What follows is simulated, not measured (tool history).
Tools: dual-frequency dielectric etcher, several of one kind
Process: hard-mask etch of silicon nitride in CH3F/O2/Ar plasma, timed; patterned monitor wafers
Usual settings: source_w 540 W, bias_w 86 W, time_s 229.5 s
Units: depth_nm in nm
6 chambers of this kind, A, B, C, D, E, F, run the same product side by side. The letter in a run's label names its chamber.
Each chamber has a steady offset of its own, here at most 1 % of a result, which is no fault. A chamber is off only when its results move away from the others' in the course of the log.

run	hour	source_w	bias_w	time_s	read-back reference wafer on the same gauge, depth_nm	depth_nm
1B	15.2	540	86	229.5	177.94	190.16
2F	29.8	540	86	229.5	177.9	190.47
3A	39.8	540	86	229.5	177.88	191.61
4D	46.8	540	86	229.5	177.85	191.08
5E	56	540	86	229.5	177.93	191.43
6C	67.8	540	86	229.5	177.96	189.95
7B	80.2	540	86	229.5	178.01	191.15
8A	87.1	540	69	264.5	177.89	203.91
9E	96.5	540	69	264.5	178.12	207.71
# hour 103.9: chamber E: wet clean of the chamber
10C	111	540	69	264.5	178.05	204.78
11F	118.3	540	69	264.5	177.92	205.65
12D	127.2	540	69	264.5	177.92	206.51
13A	141.1	540	69	264.5	177.85	204.35
14B	157	540	86	229.5	178.04	191.29
# hour 163.4: chamber D: wet clean of the chamber
15C	168.4	540	86	229.5	178.22	189.57
16E	182.3	540	86	229.5	177.92	193.18
17F	189.2	540	86	229.5	178.12	192.65
18D	201.5	620	97	229.5	178.16	210.77
19E	217	620	97	229.5	177.95	208.64
20A	229.2	620	97	229.5	178.06	209.73
21B	238.2	620	97	229.5	178	209.3
22C	249.1	620	97	229.5	177.97	204.43
23D	260.9	620	97	229.5	177.83	209.19
24F	268.4	540	86	229.5	178.12	191.37
25C	277	540	86	229.5	178.03	184.81
26B	288.3	540	86	229.5	178.27	189.89
27F	300.3	540	86	229.5	178.06	192.28
28A	315.2	540	86	229.5	177.98	189.46
29E	322.2	540	86	229.5	177.82	194.35
# hour 323.2: chamber A: wet clean of the chamber
30D	330.6	540	86	229.5	178.28	192.03
# hour 331.3: chamber F: wet clean of the chamber
31D	344.5	540	86	229.5	177.93	191.16
32B	351.8	540	86	229.5	177.99	190.09
33C	363.3	540	86	229.5	178.07	183.41
34E	374.8	540	86	229.5	178.14	194.39
35F	389.3	540	86	229.5	177.85	191.6
36A	396.2	600	103	229.5	177.81	209.68
37E	407.2	600	103	229.5	177.8	214.39
38C	420.6	600	103	229.5	178.02	199.48
39F	434.8	600	103	229.5	177.9	209.84

Is one chamber off against the others, does the gauge drift, or is nothing wrong? If a chamber is off, say which, and what the likeliest cause is.

Chamber C drifts away from the others.
Cause: etch rate under this chamber's usual, % = 5.42.

Here are 4 candidates for chamber C's next run, each the usual settings with a change, their results left as question marks. Which one brings its results back in line with what the others give on the usual settings?
In line means no further than this from the other chambers' mean on the usual settings: depth_nm 3.6 nm
40C-1	446.2	540	84	204.5		?
40C-2	446.2	550	87	241		?
40C-3	446.2	730	86	229.5		?
40C-4	446.2	530	85	218		?

The other chambers' mean on the usual settings: depth_nm 191.39 nm
run	depth_nm
40C-1	159.45
40C-2	191.55
40C-3	202.28
40C-4	169.47
40C-2 brings the chamber back in line.

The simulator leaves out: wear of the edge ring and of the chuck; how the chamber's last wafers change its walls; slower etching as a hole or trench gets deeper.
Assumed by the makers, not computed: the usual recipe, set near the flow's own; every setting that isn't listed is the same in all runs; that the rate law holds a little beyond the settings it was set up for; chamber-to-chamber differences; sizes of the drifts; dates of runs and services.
